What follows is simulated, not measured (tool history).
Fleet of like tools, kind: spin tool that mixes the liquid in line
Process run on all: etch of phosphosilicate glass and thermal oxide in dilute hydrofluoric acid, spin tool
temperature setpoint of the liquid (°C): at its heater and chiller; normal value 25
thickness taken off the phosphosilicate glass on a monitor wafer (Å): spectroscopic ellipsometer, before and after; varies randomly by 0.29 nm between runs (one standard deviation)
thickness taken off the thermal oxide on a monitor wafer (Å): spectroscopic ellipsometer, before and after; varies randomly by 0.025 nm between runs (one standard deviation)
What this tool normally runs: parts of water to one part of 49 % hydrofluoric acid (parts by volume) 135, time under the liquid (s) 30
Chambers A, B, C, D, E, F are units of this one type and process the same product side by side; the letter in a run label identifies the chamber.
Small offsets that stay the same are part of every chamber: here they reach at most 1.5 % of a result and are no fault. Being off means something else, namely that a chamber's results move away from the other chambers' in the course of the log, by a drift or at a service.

run	hour	temperature setpoint of the liquid (°C)	parts of water to one part of 49 % hydrofluoric acid (parts by volume)	time under the liquid (s)	hours since the thermometer was replaced	hours since the hydrofluoric acid flow meter was replaced	read-back film thickness of the phosphosilicate glass reference wafer, read on the same gauge (nm)	read-back film thickness of the thermal oxide reference wafer, read on the same gauge (nm)	thickness taken off the phosphosilicate glass on a monitor wafer (Å)	thickness taken off the thermal oxide on a monitor wafer (Å)
1F	2.9	25	135	30	88.9	1284.8	79.984	59.962	442.52	9.6159
2E	7	25	135	30	794.6	1844.4	79.989	60.039	436.43	9.8416
3B	11.7	25	135	30	199.9	687.4	79.983	59.952	442.72	10.479
4C	14.8	25	135	30	1365.8	181.3	80.01	60.018	440.65	9.9625
5D	18.8	25	135	15	1234	719.2	79.976	59.97	222.46	5.0638
6A	21.3	25	135	15	390.3	1412.7	79.976	60.032	220.74	5.0535
7A	25.8	25	135	15	394.8	1417.2	79.994	59.996	220.54	5.0788
8E	30.3	25	135	15	817.9	1867.7	80.014	60.01	218.61	5.093
9D	32.9	25	135	15	1248.1	733.3	80.02	60.023	220.09	5.0427
# hour 36.8: chamber A: hydrofluoric acid flow meter replaced
10B	37	25	135	15	225.2	712.7	79.984	59.97	226.98	5.2613
11C	41.5	25	135	30	1392.5	208	80.007	59.985	440.12	10.556
12F	44.8	25	135	30	130.8	1326.7	80.012	60.017	439.03	9.8568
13E	47.4	25	135	30	835	1884.8	80.032	59.998	438.71	10.513
14B	51.8	25	135	30	240	727.5	80	59.982	448.89	10.167
15A	56.6	25	135	30	425.6	19.9	79.987	60.016	440.71	10.147
16D	60.2	25	135	30	1275.4	760.6	80.041	59.98	440.45	9.971
17F	62.9	25	135	30	148.9	1344.8	79.995	60.019	435.93	10.647
18C	66.7	25	135	30	1417.7	233.2	79.995	60.026	438.19	9.6799
19B	72.1	25	135	30	260.3	747.8	79.996	60.004	440.21	10.693
20D	75.9	25	135	30	1291.1	776.3	79.989	60.011	436.58	10.31
21C	80.7	25	135	30	1431.7	247.2	80.025	60.048	439.35	10.202
22E	83.3	25	135	30	870.9	1920.7	80.015	60.012	440.45	10.493
23A	87.1	25	135	30	456.1	50.4	79.968	60.018	442.05	10.088
24F	89.5	25	135	30	175.5	1371.4	79.967	60.015	441.85	10.692
25A	93.3	25	135	30	462.3	56.6	80.031	59.993	438.05	10.287
26E	98.4	25	110	15	886	1935.8	79.99	59.973	277.97	6.3072
27F	102.7	25	110	15	188.7	1384.6	79.984	59.991	278.42	6.4445
28D	107.9	25	110	15	1323.1	808.3	79.968	59.987	279.29	6.4291
29C	112.1	25	110	15	1463.1	278.6	80.029	59.98	277.02	6.4305
30B	117.5	25	110	15	305.7	793.2	80.008	60.034	281.03	6.5481
31D	120.7	25	110	15	1335.9	821.1	80.022	60.005	277.01	6.5879
32E	123.7	25	135	30	911.3	1961.1	79.977	59.998	437.81	9.894
33F	128.9	25	135	30	214.9	1410.8	80.021	59.983	444.04	10.109
34C	134.4	25	135	30	1485.4	300.9	80.021	59.996	442.65	10.159
35B	138.4	25	135	30	326.6	814.1	80.022	60.045	449.34	10.032
36A	143.9	25	135	30	512.9	107.2	79.973	59.978	438.66	10.224

One chamber off, gauge drift, or nothing amiss beyond the chambers' own small offsets? If it is a chamber, which one, and what is the likeliest cause?

Nothing is wrong: each chamber keeps only its own small, steady offset and the gauge holds still.

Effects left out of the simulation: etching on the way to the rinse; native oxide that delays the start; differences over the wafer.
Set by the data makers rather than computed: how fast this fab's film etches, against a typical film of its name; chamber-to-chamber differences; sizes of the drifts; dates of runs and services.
